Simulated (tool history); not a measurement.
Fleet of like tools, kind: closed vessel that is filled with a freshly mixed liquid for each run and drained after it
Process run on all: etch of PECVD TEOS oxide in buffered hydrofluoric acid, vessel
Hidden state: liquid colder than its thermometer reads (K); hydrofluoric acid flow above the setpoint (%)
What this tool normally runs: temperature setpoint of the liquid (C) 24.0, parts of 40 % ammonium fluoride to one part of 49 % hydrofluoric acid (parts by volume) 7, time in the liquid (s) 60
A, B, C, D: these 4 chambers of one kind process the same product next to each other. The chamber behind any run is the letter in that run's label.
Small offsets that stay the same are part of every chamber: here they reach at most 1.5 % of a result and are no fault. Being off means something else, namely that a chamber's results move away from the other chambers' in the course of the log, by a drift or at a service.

run,hour,temperature setpoint of the liquid (C),parts of 40 % ammonium fluoride to one part of 49 % hydrofluoric acid (parts by volume),time in the liquid (s),hours since the thermometer was replaced,hours since the hydrofluoric acid flow meter was replaced,"read-back film thickness of the PECVD TEOS oxide reference wafer, read on the same gauge (nm)",thickness taken off the PECVD TEOS oxide on a monitor wafer (nm)
1B,11.7,24.0,7,60,1735.0,1166.4,89.959,188.18
2C,21.2,24.0,7,60,640.1,384.7,90.030,184.45
3D,30.8,24.0,7,60,884.0,123.5,90.009,184.58
4A,44.8,24.0,7,60,802.3,811.8,90.025,182.53
5D,54.3,24.0,7,60,907.5,147.0,90.043,186.28
6A,64.3,24.0,7,60,821.8,831.3,89.991,183.66
7B,79.0,24.0,7,60,1802.3,1233.7,89.948,184.10
8C,91.0,24.0,7,60,709.9,454.5,89.983,183.87
9C,100.0,24.0,7,60,718.9,463.5,90.011,181.17
10A,107.2,24.0,7,60,864.7,874.2,90.036,183.78
# hour 120.1: chamber B: hydrofluoric acid flow meter replaced
11B,122.1,26.5,8,60,1845.4,2.1,90.031,181.75
12D,136.7,26.5,8,60,989.9,229.4,90.006,183.50
13B,148.5,26.5,8,60,1871.8,28.5,89.999,185.36
14A,157.0,26.5,8,60,914.5,924.0,89.992,180.18
15C,170.2,24.0,7,60,789.1,533.7,90.026,184.05
16D,178.2,24.0,7,60,1031.4,270.9,90.027,186.91
17B,186.0,24.0,7,60,1909.3,66.0,89.995,186.24
18D,194.0,24.0,7,60,1047.2,286.7,89.967,182.32
19C,209.0,24.0,7,60,827.9,572.5,89.968,182.72
20A,216.0,24.0,6,60,973.5,983.0,90.069,207.05
21B,224.1,24.0,6,60,1947.4,104.1,89.938,214.67
22C,232.6,24.0,6,60,851.5,596.1,90.010,211.62
23D,241.7,24.0,6,60,1094.9,334.4,90.012,209.41
24A,249.7,24.0,7,60,1007.2,1016.7,89.993,184.43
25C,260.4,24.0,7,60,879.3,623.9,89.989,184.28
26B,271.6,24.0,7,60,1994.9,151.6,90.033,185.47
27A,282.8,24.0,7,60,1040.3,1049.8,90.022,179.25
28D,290.5,24.0,7,60,1143.7,383.2,89.990,185.11
29D,300.9,24.0,7,60,1154.1,393.6,89.980,183.64
30B,314.5,24.0,7,60,2037.8,194.5,90.024,183.03
31C,328.7,24.0,7,60,947.6,692.2,90.027,183.59
# hour 336.3: chamber D: thermometer replaced
32A,336.4,24.0,7,60,1093.9,1103.4,89.996,176.71
33C,343.6,24.0,7,60,962.5,707.1,90.005,183.00
34D,356.7,24.0,7,60,20.4,449.4,90.023,184.34
35B,365.6,24.0,7,60,2088.9,245.6,90.014,182.58
36A,378.0,24.0,7,60,1135.5,1145.0,89.991,177.15
37A,385.3,24.0,7,60,1142.8,1152.3,90.008,174.80
38B,399.5,24.0,7,60,2122.8,279.5,89.950,184.00

Each of the 4 chambers runs these same settings next. Fill in every chamber's results:
39A,410.4,24.0,5,60,,,,?
39B,410.4,24.0,5,60,,,,?
39C,410.4,24.0,5,60,,,,?
39D,410.4,24.0,5,60,,,,?

run,thickness taken off the PECVD TEOS oxide on a monitor wafer (nm)
39A,233.87
39B,249.41
39C,246.71
39D,242.87
